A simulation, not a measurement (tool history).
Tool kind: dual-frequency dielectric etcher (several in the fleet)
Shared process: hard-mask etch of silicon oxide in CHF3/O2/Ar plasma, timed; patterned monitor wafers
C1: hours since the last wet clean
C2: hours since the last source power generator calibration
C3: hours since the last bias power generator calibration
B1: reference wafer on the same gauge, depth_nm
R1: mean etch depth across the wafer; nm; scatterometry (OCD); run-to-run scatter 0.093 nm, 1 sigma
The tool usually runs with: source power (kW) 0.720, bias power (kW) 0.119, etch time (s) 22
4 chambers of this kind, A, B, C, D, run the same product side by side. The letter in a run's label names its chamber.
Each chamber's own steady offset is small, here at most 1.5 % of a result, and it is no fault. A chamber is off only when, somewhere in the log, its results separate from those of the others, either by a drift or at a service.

{"run": "1D", "hour": 12.6, "source power (kW)": 0.72, "bias power (kW)": 0.119, "etch time (s)": 22, "C1": 228.8, "C2": 2894.9, "C3": 2686.1, "B1": 35.112, "R1": 40.574}
{"run": "2A", "hour": 25.4, "source power (kW)": 0.72, "bias power (kW)": 0.119, "etch time (s)": 22, "C1": 318.5, "C2": 1134.5, "C3": 1514.2, "B1": 35.121, "R1": 40.475}
{"run": "3B", "hour": 32.6, "source power (kW)": 0.72, "bias power (kW)": 0.119, "etch time (s)": 22, "C1": 58.8, "C2": 1939.0, "C3": 1972.4, "B1": 35.086, "R1": 40.515}
{"run": "4C", "hour": 46.0, "source power (kW)": 0.72, "bias power (kW)": 0.119, "etch time (s)": 22, "C1": 205.3, "C2": 4347.3, "C3": 1131.0, "B1": 35.091, "R1": 40.518}
{"run": "5D", "hour": 59.2, "source power (kW)": 0.72, "bias power (kW)": 0.119, "etch time (s)": 22, "C1": 275.4, "C2": 2941.5, "C3": 2732.7, "B1": 35.093, "R1": 40.524}
{"run": "6B", "hour": 72.8, "source power (kW)": 0.72, "bias power (kW)": 0.119, "etch time (s)": 22, "C1": 99.0, "C2": 1979.2, "C3": 2012.6, "B1": 35.111, "R1": 40.666}
{"run": "7C", "hour": 85.3, "source power (kW)": 0.72, "bias power (kW)": 0.119, "etch time (s)": 22, "C1": 244.6, "C2": 4386.6, "C3": 1170.3, "B1": 35.099, "R1": 40.547}
{"run": "8A", "hour": 98.9, "source power (kW)": 0.72, "bias power (kW)": 0.119, "etch time (s)": 22, "C1": 392.0, "C2": 1208.0, "C3": 1587.7, "B1": 35.103, "R1": 40.396}
{"run": "9A", "hour": 107.9, "source power (kW)": 0.72, "bias power (kW)": 0.119, "etch time (s)": 22, "C1": 401.0, "C2": 1217.0, "C3": 1596.7, "B1": 35.095, "R1": 40.486}
{"run": "10C", "hour": 114.6, "source power (kW)": 0.72, "bias power (kW)": 0.119, "etch time (s)": 22, "C1": 273.9, "C2": 4415.9, "C3": 1199.6, "B1": 35.117, "R1": 40.492}
{"run": "11D", "hour": 123.2, "source power (kW)": 0.87, "bias power (kW)": 0.119, "etch time (s)": 22, "C1": 339.4, "C2": 3005.5, "C3": 2796.7, "B1": 35.112, "R1": 43.559}
{"run": "12B", "hour": 135.7, "source power (kW)": 0.87, "bias power (kW)": 0.119, "etch time (s)": 22, "C1": 161.9, "C2": 2042.1, "C3": 2075.5, "B1": 35.121, "R1": 43.841}
{"run": "13D", "hour": 147.2, "source power (kW)": 0.87, "bias power (kW)": 0.119, "etch time (s)": 22, "C1": 363.4, "C2": 3029.5, "C3": 2820.7, "B1": 35.114, "R1": 43.925}
{"run": "14B", "hour": 157.7, "source power (kW)": 0.87, "bias power (kW)": 0.119, "etch time (s)": 22, "C1": 183.9, "C2": 2064.1, "C3": 2097.5, "B1": 35.098, "R1": 43.849}
{"run": "15A", "hour": 165.3, "source power (kW)": 0.72, "bias power (kW)": 0.119, "etch time (s)": 22, "C1": 458.4, "C2": 1274.4, "C3": 1654.1, "B1": 35.089, "R1": 40.432}
{"run": "16C", "hour": 175.0, "source power (kW)": 0.72, "bias power (kW)": 0.119, "etch time (s)": 22, "C1": 334.3, "C2": 4476.3, "C3": 1260.0, "B1": 35.103, "R1": 40.549}
{"run": "17C", "hour": 187.4, "source power (kW)": 0.72, "bias power (kW)": 0.119, "etch time (s)": 22, "C1": 346.7, "C2": 4488.7, "C3": 1272.4, "B1": 35.116, "R1": 40.113}
{"run": "18A", "hour": 198.0, "source power (kW)": 0.72, "bias power (kW)": 0.119, "etch time (s)": 22, "C1": 491.1, "C2": 1307.1, "C3": 1686.8, "B1": 35.116, "R1": 40.468}
{"run": "19B", "hour": 205.6, "source power (kW)": 0.72, "bias power (kW)": 0.119, "etch time (s)": 22, "C1": 231.8, "C2": 2112.0, "C3": 2145.4, "B1": 35.113, "R1": 40.832}
{"run": "20D", "hour": 218.7, "source power (kW)": 0.72, "bias power (kW)": 0.119, "etch time (s)": 22, "C1": 434.9, "C2": 3101.0, "C3": 2892.2, "B1": 35.103, "R1": 40.48}
{"run": "21D", "hour": 225.4, "source power (kW)": 0.72, "bias power (kW)": 0.119, "etch time (s)": 22, "C1": 441.6, "C2": 3107.7, "C3": 2898.9, "B1": 35.096, "R1": 40.499}
{"run": "22A", "hour": 238.9, "source power (kW)": 0.72, "bias power (kW)": 0.119, "etch time (s)": 22, "C1": 532.0, "C2": 1348.0, "C3": 1727.7, "B1": 35.078, "R1": 40.451}
{"run": "23C", "hour": 251.4, "source power (kW)": 0.72, "bias power (kW)": 0.119, "etch time (s)": 22, "C1": 410.7, "C2": 4552.7, "C3": 1336.4, "B1": 35.121, "R1": 40.17}
{"run": "24B", "hour": 263.2, "source power (kW)": 0.58, "bias power (kW)": 0.119, "etch time (s)": 22, "C1": 289.4, "C2": 2169.6, "C3": 2203.0, "B1": 35.1, "R1": 37.295}
{"run": "25C", "hour": 277.6, "source power (kW)": 0.58, "bias power (kW)": 0.119, "etch time (s)": 22, "C1": 436.9, "C2": 4578.9, "C3": 1362.6, "B1": 35.095, "R1": 36.865}
{"run": "26B", "hour": 287.2, "source power (kW)": 0.58, "bias power (kW)": 0.119, "etch time (s)": 22, "C1": 313.4, "C2": 2193.6, "C3": 2227.0, "B1": 35.085, "R1": 37.346}
{"run": "27A", "hour": 299.9, "source power (kW)": 0.58, "bias power (kW)": 0.119, "etch time (s)": 22, "C1": 593.0, "C2": 1409.0, "C3": 1788.7, "B1": 35.105, "R1": 36.958}
{"hour": 304.7, "done": "chamber A: wet clean of the chamber"}
{"run": "28D", "hour": 308.4, "source power (kW)": 0.72, "bias power (kW)": 0.119, "etch time (s)": 22, "C1": 524.6, "C2": 3190.7, "C3": 2981.9, "B1": 35.094, "R1": 40.543}
{"run": "29A", "hour": 322.3, "source power (kW)": 0.72, "bias power (kW)": 0.119, "etch time (s)": 22, "C1": 17.7, "C2": 1431.4, "C3": 1811.1, "B1": 35.093, "R1": 40.562}
{"run": "30D", "hour": 336.8, "source power (kW)": 0.72, "bias power (kW)": 0.119, "etch time (s)": 22, "C1": 553.0, "C2": 3219.1, "C3": 3010.3, "B1": 35.095, "R1": 40.535}
{"run": "31B", "hour": 349.3, "source power (kW)": 0.72, "bias power (kW)": 0.119, "etch time (s)": 22, "C1": 375.5, "C2": 2255.7, "C3": 2289.1, "B1": 35.119, "R1": 40.681}
{"run": "32C", "hour": 361.1, "source power (kW)": 0.72, "bias power (kW)": 0.119, "etch time (s)": 22, "C1": 520.4, "C2": 4662.4, "C3": 1446.1, "B1": 35.101, "R1": 39.852}
{"run": "33A", "hour": 367.4, "source power (kW)": 0.72, "bias power (kW)": 0.119, "etch time (s)": 22, "C1": 62.8, "C2": 1476.5, "C3": 1856.2, "B1": 35.102, "R1": 40.494}

All 4 chambers run these settings next. Forecast each chamber's results:
{"run": "34A", "hour": 377.8, "source power (kW)": 0.72, "bias power (kW)": 0.092, "etch time (s)": 22, "R1": "?"}
{"run": "34B", "hour": 377.8, "source power (kW)": 0.72, "bias power (kW)": 0.092, "etch time (s)": 22, "R1": "?"}
{"run": "34C", "hour": 377.8, "source power (kW)": 0.72, "bias power (kW)": 0.092, "etch time (s)": 22, "R1": "?"}
{"run": "34D", "hour": 377.8, "source power (kW)": 0.72, "bias power (kW)": 0.092, "etch time (s)": 22, "R1": "?"}

run=34A R1=37.521
run=34B R1=37.707
run=34C R1=36.821
run=34D R1=37.505
